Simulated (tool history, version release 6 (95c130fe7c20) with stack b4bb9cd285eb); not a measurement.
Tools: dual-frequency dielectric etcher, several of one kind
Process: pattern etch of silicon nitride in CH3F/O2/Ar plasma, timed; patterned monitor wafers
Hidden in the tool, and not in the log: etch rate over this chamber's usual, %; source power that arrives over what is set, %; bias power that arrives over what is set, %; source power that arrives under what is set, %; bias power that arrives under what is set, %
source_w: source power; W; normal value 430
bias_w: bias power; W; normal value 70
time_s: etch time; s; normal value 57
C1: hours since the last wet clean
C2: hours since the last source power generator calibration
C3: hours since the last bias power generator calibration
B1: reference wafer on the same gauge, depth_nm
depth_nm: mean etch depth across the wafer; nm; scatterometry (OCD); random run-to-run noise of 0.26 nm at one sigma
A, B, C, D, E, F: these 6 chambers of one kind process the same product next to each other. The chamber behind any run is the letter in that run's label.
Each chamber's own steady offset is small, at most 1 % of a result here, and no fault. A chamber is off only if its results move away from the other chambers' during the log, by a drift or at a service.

Run 1E, hour 7.0: usual settings; C1 135.7; C2 1190.7; C3 996.5; B1 40.098. Result: depth_nm 40.659 nm.
Run 2C, hour 15.7: usual settings; C1 245.4; C2 351.3; C3 1514.9; B1 40.102. Result: depth_nm 40.013 nm.
Run 3A, hour 21.4: usual settings; C1 291.1; C2 1778.2; C3 1687.3; B1 40.119. Result: depth_nm 40.992 nm.
At hour 23.9: chamber D: bias power generator calibrated.
Run 4F, hour 30.3: usual settings; C1 46.9; C2 2825.5; C3 260.0; B1 40.083. Result: depth_nm 40.550 nm.
Run 5B, hour 37.6: usual settings; C1 182.8; C2 919.0; C3 1770.6; B1 40.090. Result: depth_nm 40.221 nm.
Run 6D, hour 47.0: usual settings; C1 338.9; C2 1489.4; C3 23.2; B1 40.087. Result: depth_nm 40.756 nm.
Run 7C, hour 54.3: usual settings; C1 284.0; C2 389.9; C3 1553.5; B1 40.100. Result: depth_nm 40.138 nm.
Run 8D, hour 65.2: usual settings; C1 357.1; C2 1507.6; C3 41.4; B1 40.122. Result: depth_nm 40.771 nm.
At hour 69.3: chamber F: source power generator calibrated.
Run 9E, hour 71.6: usual settings; C1 200.3; C2 1255.3; C3 1061.1; B1 40.111. Result: depth_nm 40.462 nm.
Run 10B, hour 82.6: usual settings; C1 227.8; C2 964.0; C3 1815.6; B1 40.136. Result: depth_nm 40.484 nm.
Run 11A, hour 93.8: usual settings; C1 363.5; C2 1850.6; C3 1759.7; B1 40.191. Result: depth_nm 40.317 nm.
Run 12F, hour 100.8: usual settings but bias_w 79 W, time_s 44 s; C1 117.4; C2 31.6; C3 330.5; B1 40.103. Result: depth_nm 32.396 nm.
Run 13C, hour 107.8: usual settings but bias_w 79 W, time_s 44 s; C1 337.5; C2 443.4; C3 1607.0; B1 40.172. Result: depth_nm 32.388 nm.
Run 14F, hour 119.9: usual settings but bias_w 79 W, time_s 44 s; C1 136.5; C2 50.7; C3 349.6; B1 40.080. Result: depth_nm 33.049 nm.
Run 15A, hour 129.4: usual settings but bias_w 79 W, time_s 44 s; C1 399.1; C2 1886.2; C3 1795.3; B1 40.128. Result: depth_nm 32.605 nm.
Run 16E, hour 136.6: usual settings but bias_w 79 W, time_s 44 s; C1 265.3; C2 1320.3; C3 1126.1; B1 40.097. Result: depth_nm 32.438 nm.
Run 17B, hour 149.4: usual settings but bias_w 79 W, time_s 44 s; C1 294.6; C2 1030.8; C3 1882.4; B1 40.099. Result: depth_nm 32.800 nm.
Run 18D, hour 158.4: usual settings; C1 450.3; C2 1600.8; C3 134.6; B1 40.107. Result: depth_nm 40.867 nm.
Run 19E, hour 170.0: usual settings; C1 298.7; C2 1353.7; C3 1159.5; B1 40.146. Result: depth_nm 40.722 nm.
Run 20F, hour 181.5: usual settings but source_w 350 W, bias_w 60 W; C1 198.1; C2 112.3; C3 411.2; B1 40.132. Result: depth_nm 36.194 nm.
Run 21C, hour 192.9: usual settings but source_w 350 W, bias_w 60 W; C1 422.6; C2 528.5; C3 1692.1; B1 40.092. Result: depth_nm 35.430 nm.
Run 22D, hour 200.1: usual settings but source_w 350 W, bias_w 60 W; C1 492.0; C2 1642.5; C3 176.3; B1 40.122. Result: depth_nm 36.048 nm.
Run 23A, hour 208.3: usual settings but source_w 350 W, bias_w 60 W; C1 478.0; C2 1965.1; C3 1874.2; B1 40.046. Result: depth_nm 36.004 nm.
Run 24B, hour 216.7: usual settings but source_w 350 W, bias_w 60 W; C1 361.9; C2 1098.1; C3 1949.7; B1 40.154. Result: depth_nm 35.464 nm.
Run 25E, hour 228.2: usual settings but source_w 350 W, bias_w 60 W; C1 356.9; C2 1411.9; C3 1217.7; B1 40.150. Result: depth_nm 35.679 nm.
Run 26D, hour 238.3: usual settings; C1 530.2; C2 1680.7; C3 214.5; B1 40.074. Result: depth_nm 40.514 nm.
Run 27A, hour 249.5: usual settings but bias_w 60 W; C1 519.2; C2 2006.3; C3 1915.4; B1 40.067. Result: depth_nm 38.176 nm.
Run 28B, hour 260.8: usual settings but bias_w 60 W; C1 406.0; C2 1142.2; C3 1993.8; B1 40.094. Result: depth_nm 38.821 nm.
Run 29C, hour 269.8: usual settings but bias_w 60 W; C1 499.5; C2 605.4; C3 1769.0; B1 40.149. Result: depth_nm 38.050 nm.
Run 30F, hour 279.0: usual settings but bias_w 60 W; C1 295.6; C2 209.8; C3 508.7; B1 40.163. Result: depth_nm 38.619 nm.
Run 31D, hour 285.3: usual settings but bias_w 60 W; C1 577.2; C2 1727.7; C3 261.5; B1 40.115. Result: depth_nm 38.939 nm.
Run 32F, hour 292.0: usual settings but bias_w 60 W; C1 308.6; C2 222.8; C3 521.7; B1 40.045. Result: depth_nm 38.398 nm.
Run 33E, hour 297.9: usual settings; C1 426.6; C2 1481.6; C3 1287.4; B1 40.149. Result: depth_nm 40.829 nm.
Run 34B, hour 305.0: usual settings but source_w 350 W; C1 450.2; C2 1186.4; C3 2038.0; B1 40.089. Result: depth_nm 37.185 nm.
Run 35A, hour 317.3: usual settings but source_w 350 W; C1 587.0; C2 2074.1; C3 1983.2; B1 40.161. Result: depth_nm 37.278 nm.
Run 36C, hour 326.5: usual settings but source_w 350 W; C1 556.2; C2 662.1; C3 1825.7; B1 40.134. Result: depth_nm 37.234 nm.
Run 37E, hour 335.1: usual settings but source_w 350 W; C1 463.8; C2 1518.8; C3 1324.6; B1 40.079. Result: depth_nm 37.655 nm.
Run 38D, hour 345.2: usual settings but source_w 350 W; C1 637.1; C2 1787.6; C3 321.4; B1 40.064. Result: depth_nm 37.622 nm.
At hour 350.2: chamber C: wet clean of the chamber.
Run 39C, hour 350.8: usual settings but source_w 350 W; C1 0.7; C2 686.4; C3 1850.0; B1 40.077. Result: depth_nm 36.995 nm.

Is one chamber off against the others, does the gauge drift, or is nothing wrong? If a chamber is off, say which, and what the likeliest cause is.

No chamber stands off beyond its own small offset, and the gauge holds steady.
